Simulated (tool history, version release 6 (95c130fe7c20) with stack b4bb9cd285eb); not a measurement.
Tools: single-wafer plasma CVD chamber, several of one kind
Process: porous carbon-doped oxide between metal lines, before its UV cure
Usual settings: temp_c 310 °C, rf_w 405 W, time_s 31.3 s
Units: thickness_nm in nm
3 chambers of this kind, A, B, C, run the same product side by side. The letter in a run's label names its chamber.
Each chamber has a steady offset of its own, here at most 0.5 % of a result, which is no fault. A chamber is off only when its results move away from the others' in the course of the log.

| run | day | temp_c | rf_w | time_s | hours since the last thermocouple change | hours since the last RF generator calibration | read-back reference wafer on the same gauge, thickness_nm | thickness_nm |
|---|---|---|---|---|---|---|---|---|
| 1B | 0.542 | 310 | 405 | 31.3 | 243.3 | 770.7 | 141.05 | 137.59 |
| 2C | 0.812 | 310 | 405 | 31.3 | 340.5 | 863.4 | 141.08 | 138.50 |
| 3A | 1.121 | 310 | 405 | 31.3 | 715.4 | 1082.7 | 141.03 | 135.46 |
| 4B | 1.612 | 310 | 405 | 31.3 | 269.0 | 796.4 | 141.18 | 137.49 |
| 5A | 1.938 | 310 | 405 | 31.3 | 735.0 | 1102.3 | 140.95 | 135.70 |
| 6C | 2.367 | 296 | 485 | 31.3 | 377.8 | 900.7 | 141.05 | 169.82 |
| 7C | 2.738 | 296 | 485 | 31.3 | 386.7 | 909.6 | 140.91 | 169.69 |
| 8A | 3.271 | 296 | 485 | 31.3 | 767.0 | 1134.3 | 141.09 | 167.12 |
| 9B | 3.758 | 310 | 405 | 31.3 | 320.5 | 847.9 | 141.02 | 137.18 |
| 10C | 4.296 | 302 | 340 | 31.3 | 424.1 | 947.0 | 141.01 | 124.25 |
| 11A | 4.862 | 302 | 340 | 31.3 | 805.2 | 1172.5 | 141.18 | 123.39 |
| 12B | 5.296 | 302 | 340 | 31.3 | 357.4 | 884.8 | 140.99 | 124.43 |
| 13A | 5.846 | 310 | 405 | 31.3 | 828.8 | 1196.1 | 140.87 | 135.76 |
| 14C | 6.342 | 310 | 405 | 31.3 | 473.2 | 996.1 | 141.01 | 137.27 |
| 15B | 6.667 | 310 | 405 | 31.3 | 390.3 | 917.7 | 141.05 | 136.02 |
|  | 6.942 | chamber A: RF generator calibrated |
| 16B | 7.104 | 310 | 405 | 31.3 | 400.8 | 928.2 | 140.99 | 137.06 |
| 17A | 7.504 | 310 | 405 | 31.3 | 868.6 | 13.6 | 140.74 | 135.52 |
| 18C | 7.933 | 310 | 405 | 31.3 | 511.4 | 1034.3 | 140.83 | 136.30 |
| 19A | 8.412 | 310 | 405 | 31.3 | 890.4 | 35.4 | 141.09 | 136.43 |
| 20B | 8.671 | 310 | 405 | 31.3 | 438.4 | 965.8 | 140.99 | 137.30 |
| 21C | 9.017 | 310 | 405 | 31.3 | 537.4 | 1060.3 | 140.90 | 136.28 |
| 22B | 9.617 | 310 | 405 | 31.3 | 461.1 | 988.5 | 141.14 | 136.36 |
| 23C | 9.917 | 310 | 405 | 31.3 | 559.0 | 1081.9 | 141.05 | 137.49 |
| 24A | 10.346 | 310 | 375 | 31.3 | 936.8 | 81.8 | 141.02 | 128.21 |
|  | 10.600 | chamber B: RF generator calibrated |
| 25B | 10.733 | 310 | 375 | 31.3 | 487.9 | 3.2 | 141.04 | 130.01 |
| 26C | 11.250 | 310 | 375 | 31.3 | 591.0 | 1113.9 | 140.92 | 129.12 |

What goes on in this fleet: one chamber off, a drifting gauge, or nothing beyond the chambers' own small offsets? Name the chamber and the cause, if any.

No chamber stands off beyond its own small offset, and the gauge holds steady.
